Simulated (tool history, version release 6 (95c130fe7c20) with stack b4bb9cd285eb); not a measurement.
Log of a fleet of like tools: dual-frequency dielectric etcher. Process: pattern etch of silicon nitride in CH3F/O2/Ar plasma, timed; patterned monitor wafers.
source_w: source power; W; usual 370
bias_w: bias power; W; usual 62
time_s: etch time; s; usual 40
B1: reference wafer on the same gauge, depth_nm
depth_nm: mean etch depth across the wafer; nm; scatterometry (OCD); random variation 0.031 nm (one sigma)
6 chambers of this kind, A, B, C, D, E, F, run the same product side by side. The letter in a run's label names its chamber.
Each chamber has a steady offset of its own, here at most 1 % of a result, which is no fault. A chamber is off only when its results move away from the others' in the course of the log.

At day 0.021: chamber C: bias power generator calibrated.
Run 1E, day 0.175: usual settings; B1 26.993. Result: depth_nm 25.955 nm.
Run 2B, day 0.358: usual settings; B1 26.995. Result: depth_nm 25.94 nm.
Run 3A, day 0.479: usual settings; B1 26.992. Result: depth_nm 25.931 nm.
Run 4C, day 0.608: usual settings; B1 26.992. Result: depth_nm 25.675 nm.
Run 5F, day 0.792: usual settings; B1 26.981. Result: depth_nm 26.098 nm.
Run 6D, day 0.921: usual settings; B1 26.98. Result: depth_nm 25.869 nm.
Run 7F, day 1.125: usual settings but source_w 430 W, bias_w 55 W; B1 26.983. Result: depth_nm 26.537 nm.
At day 1.15: chamber F: wet clean of the chamber.
Run 8E, day 1.258: usual settings but source_w 430 W, bias_w 55 W; B1 26.98. Result: depth_nm 26.533 nm.
Run 9B, day 1.4: usual settings but source_w 430 W, bias_w 55 W; B1 26.981. Result: depth_nm 26.389 nm.
Run 10C, day 1.658: usual settings but source_w 430 W, bias_w 55 W; B1 26.971. Result: depth_nm 26.157 nm.
Run 11A, day 1.792: usual settings but source_w 430 W, bias_w 55 W; B1 26.973. Result: depth_nm 26.451 nm.
Run 12D, day 1.983: usual settings but source_w 430 W, bias_w 55 W; B1 26.961. Result: depth_nm 26.328 nm.
Run 13D, day 2.221: usual settings; B1 26.964. Result: depth_nm 25.764 nm.
Run 14B, day 2.408: usual settings; B1 26.963. Result: depth_nm 25.856 nm.
Run 15F, day 2.65: usual settings; B1 26.96. Result: depth_nm 26.013 nm.
At day 2.775: chamber A: wet clean of the chamber.
Run 16E, day 2.858: usual settings; B1 26.949. Result: depth_nm 25.909 nm.
Run 17A, day 3: usual settings; B1 26.953. Result: depth_nm 25.907 nm.
Run 18C, day 3.162: usual settings; B1 26.949. Result: depth_nm 25.648 nm.
Run 19A, day 3.288: usual settings; B1 26.944. Result: depth_nm 25.887 nm.
Run 20D, day 3.525: usual settings; B1 26.939. Result: depth_nm 25.805 nm.
Run 21C, day 3.742: usual settings; B1 26.948. Result: depth_nm 25.668 nm.
Run 22F, day 3.925: usual settings; B1 26.936. Result: depth_nm 25.995 nm.
Run 23E, day 4.146: usual settings but time_s 29.5 s; B1 26.927. Result: depth_nm 19.081 nm.
Run 24B, day 4.288: usual settings but time_s 29.5 s; B1 26.923. Result: depth_nm 19.068 nm.
Run 25E, day 4.533: usual settings but time_s 29.5 s; B1 26.927. Result: depth_nm 19.151 nm.
Run 26F, day 4.721: usual settings but time_s 29.5 s; B1 26.925. Result: depth_nm 19.13 nm.
Run 27C, day 4.971: usual settings but time_s 29.5 s; B1 26.923. Result: depth_nm 18.88 nm.
Run 28D, day 5.158: usual settings but time_s 29.5 s; B1 26.911. Result: depth_nm 19.01 nm.
Run 29B, day 5.404: usual settings; B1 26.904. Result: depth_nm 25.814 nm.
Run 30A, day 5.558: usual settings but source_w 300 W, time_s 30.5 s; B1 26.904. Result: depth_nm 18.181 nm.
Run 31A, day 5.762: usual settings but source_w 300 W, time_s 30.5 s; B1 26.896. Result: depth_nm 18.17 nm.
Run 32B, day 5.896: usual settings but source_w 300 W, time_s 30.5 s; B1 26.908. Result: depth_nm 18.153 nm.
Run 33E, day 6.054: usual settings but source_w 300 W, time_s 30.5 s; B1 26.902. Result: depth_nm 18.197 nm.
Run 34F, day 6.321: usual settings but source_w 300 W, time_s 30.5 s; B1 26.895. Result: depth_nm 18.294 nm.
Run 35D, day 6.525: usual settings but source_w 300 W, time_s 30.5 s; B1 26.88. Result: depth_nm 18.07 nm.
Run 36C, day 6.658: usual settings but bias_w 72 W, time_s 45.5 s; B1 26.884. Result: depth_nm 30.655 nm.
Run 37F, day 6.796: usual settings but bias_w 72 W, time_s 45.5 s; B1 26.889. Result: depth_nm 31.034 nm.
Run 38B, day 7.062: usual settings but bias_w 72 W, time_s 45.5 s; B1 26.879. Result: depth_nm 30.901 nm.
Run 39D, day 7.179: usual settings but bias_w 72 W, time_s 45.5 s; B1 26.881. Result: depth_nm 30.701 nm.
Run 40A, day 7.433: usual settings but bias_w 72 W, time_s 45.5 s; B1 26.874. Result: depth_nm 30.97 nm.
At day 7.588: chamber E: wet clean of the chamber.
Run 41E, day 7.592: usual settings but bias_w 72 W, time_s 45.5 s; B1 26.882. Result: depth_nm 30.903 nm.
Run 42C, day 7.742: usual settings but source_w 330 W, time_s 49 s; B1 26.874. Result: depth_nm 29.919 nm.

Is one chamber off against the others, does the gauge drift, or is nothing wrong? If a chamber is off, say which, and what the likeliest cause is.

The gauge drifts, so all chambers seem to drift together. No chamber is off.
Cause: gauge reads low (%) = 0.492.
